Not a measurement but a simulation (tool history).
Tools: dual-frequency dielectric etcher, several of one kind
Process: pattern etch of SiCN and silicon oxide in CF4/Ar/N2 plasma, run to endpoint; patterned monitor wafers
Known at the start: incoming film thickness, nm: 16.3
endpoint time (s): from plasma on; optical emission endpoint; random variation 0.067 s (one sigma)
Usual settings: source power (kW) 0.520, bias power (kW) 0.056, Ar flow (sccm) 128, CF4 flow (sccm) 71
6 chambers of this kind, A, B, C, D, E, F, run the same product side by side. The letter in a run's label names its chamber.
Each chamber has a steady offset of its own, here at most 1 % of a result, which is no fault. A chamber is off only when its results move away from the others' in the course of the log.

| run | hour | source power (kW) | bias power (kW) | Ar flow (sccm) | CF4 flow (sccm) | endpoint time (s) |
|---|---|---|---|---|---|---|
| 1C | 11.3 | 0.520 | 0.056 | 128 | 71 | 18.826 |
| 2A | 20.2 | 0.520 | 0.056 | 128 | 71 | 18.838 |
| 3E | 29.4 | 0.520 | 0.056 | 128 | 71 | 18.846 |
| 4B | 43.4 | 0.520 | 0.056 | 128 | 71 | 18.491 |
| 5D | 50.3 | 0.520 | 0.056 | 128 | 71 | 18.784 |
| 6F | 59.5 | 0.520 | 0.056 | 128 | 71 | 18.862 |
| 7C | 65.8 | 0.460 | 0.061 | 128 | 71 | 20.399 |
| 8A | 77.8 | 0.460 | 0.061 | 128 | 71 | 20.354 |
| 9F | 88.3 | 0.460 | 0.061 | 128 | 71 | 20.604 |
| 10E | 94.8 | 0.460 | 0.061 | 128 | 71 | 20.411 |
| 11B | 103.0 | 0.460 | 0.061 | 128 | 71 | 20.078 |
| 12D | 117.0 | 0.460 | 0.061 | 128 | 71 | 20.120 |
| 13B | 128.4 | 0.520 | 0.056 | 128 | 71 | 18.724 |
| 14F | 141.2 | 0.620 | 0.056 | 128 | 71 | 16.152 |
| 15A | 147.5 | 0.620 | 0.056 | 128 | 71 | 16.148 |
| 16D | 162.1 | 0.620 | 0.056 | 128 | 71 | 15.915 |
| 17E | 174.5 | 0.620 | 0.056 | 128 | 71 | 16.084 |
| 18C | 181.7 | 0.620 | 0.056 | 128 | 71 | 16.098 |
| 19C | 194.0 | 0.620 | 0.056 | 128 | 71 | 16.101 |
|  | 197.5 | chamber C: source power generator calibrated |
| 20B | 204.8 | 0.520 | 0.056 | 128 | 71 | 18.604 |
| 21F | 215.0 | 0.520 | 0.056 | 128 | 71 | 18.964 |
|  | 220.0 | chamber C: wet clean of the chamber |
| 22E | 228.2 | 0.520 | 0.056 | 128 | 71 | 18.953 |
| 23D | 235.4 | 0.520 | 0.056 | 128 | 71 | 18.473 |
| 24A | 241.9 | 0.520 | 0.056 | 128 | 71 | 18.859 |
| 25C | 248.3 | 0.520 | 0.056 | 128 | 71 | 18.824 |
| 26A | 260.7 | 0.520 | 0.056 | 128 | 71 | 18.910 |
| 27F | 272.2 | 0.520 | 0.056 | 128 | 71 | 19.004 |
| 28B | 282.9 | 0.520 | 0.056 | 128 | 71 | 18.631 |
| 29D | 295.7 | 0.520 | 0.056 | 128 | 71 | 18.437 |
| 30E | 304.0 | 0.520 | 0.056 | 128 | 71 | 18.813 |
| 31A | 318.2 | 0.520 | 0.056 | 128 | 71 | 18.894 |
| 32D | 327.9 | 0.520 | 0.056 | 128 | 71 | 18.422 |
| 33E | 334.6 | 0.520 | 0.056 | 128 | 71 | 18.836 |
|  | 341.3 | chamber B: wet clean of the chamber |
| 34B | 346.1 | 0.520 | 0.056 | 128 | 71 | 18.698 |
|  | 356.3 | chamber A: wet clean of the chamber |
| 35C | 356.8 | 0.520 | 0.056 | 128 | 71 | 18.821 |
| 36F | 368.0 | 0.520 | 0.056 | 117 | 82 | 18.117 |
|  | 372.0 | chamber E: wet clean of the chamber |
| 37A | 378.1 | 0.520 | 0.056 | 117 | 82 | 18.018 |
| 38B | 385.9 | 0.520 | 0.056 | 117 | 82 | 17.880 |
| 39E | 399.3 | 0.520 | 0.056 | 117 | 82 | 18.067 |
| 40D | 406.6 | 0.520 | 0.056 | 117 | 82 | 17.483 |

What goes on in this fleet: one chamber off, a drifting gauge, or nothing beyond the chambers' own small offsets? Name the chamber and the cause, if any.

Chamber D drifts away from the others.
Cause: etch rate over this chamber's usual, % = 2.9.
The log may not tell that from: source power that arrives over what is set, %.

Here are 4 candidates for chamber D's next run, each the usual settings with a change, their results left as question marks. Which one brings its results back in line with what the others give on the usual settings?
In line means no further than this from the other chambers' mean on the usual settings: endpoint time (s) 0.240
| 41D-1 | 417.0 | 0.500 | 0.056 | 128 | 71 | ? |
| 41D-2 | 417.0 | 0.520 | 0.056 | 134 | 71 | ? |
| 41D-3 | 417.0 | 0.520 | 0.056 | 125 | 73 | ? |
| 41D-4 | 417.0 | 0.520 | 0.060 | 128 | 74 | ? |

The other chambers' mean on the usual settings: endpoint time (s) 18.818
| run | endpoint time (s) |
|---|---|
| 41D-1 | 18.906 |
| 41D-2 | 18.421 |
| 41D-3 | 18.107 |
| 41D-4 | 17.729 |
41D-1 brings the chamber back in line.

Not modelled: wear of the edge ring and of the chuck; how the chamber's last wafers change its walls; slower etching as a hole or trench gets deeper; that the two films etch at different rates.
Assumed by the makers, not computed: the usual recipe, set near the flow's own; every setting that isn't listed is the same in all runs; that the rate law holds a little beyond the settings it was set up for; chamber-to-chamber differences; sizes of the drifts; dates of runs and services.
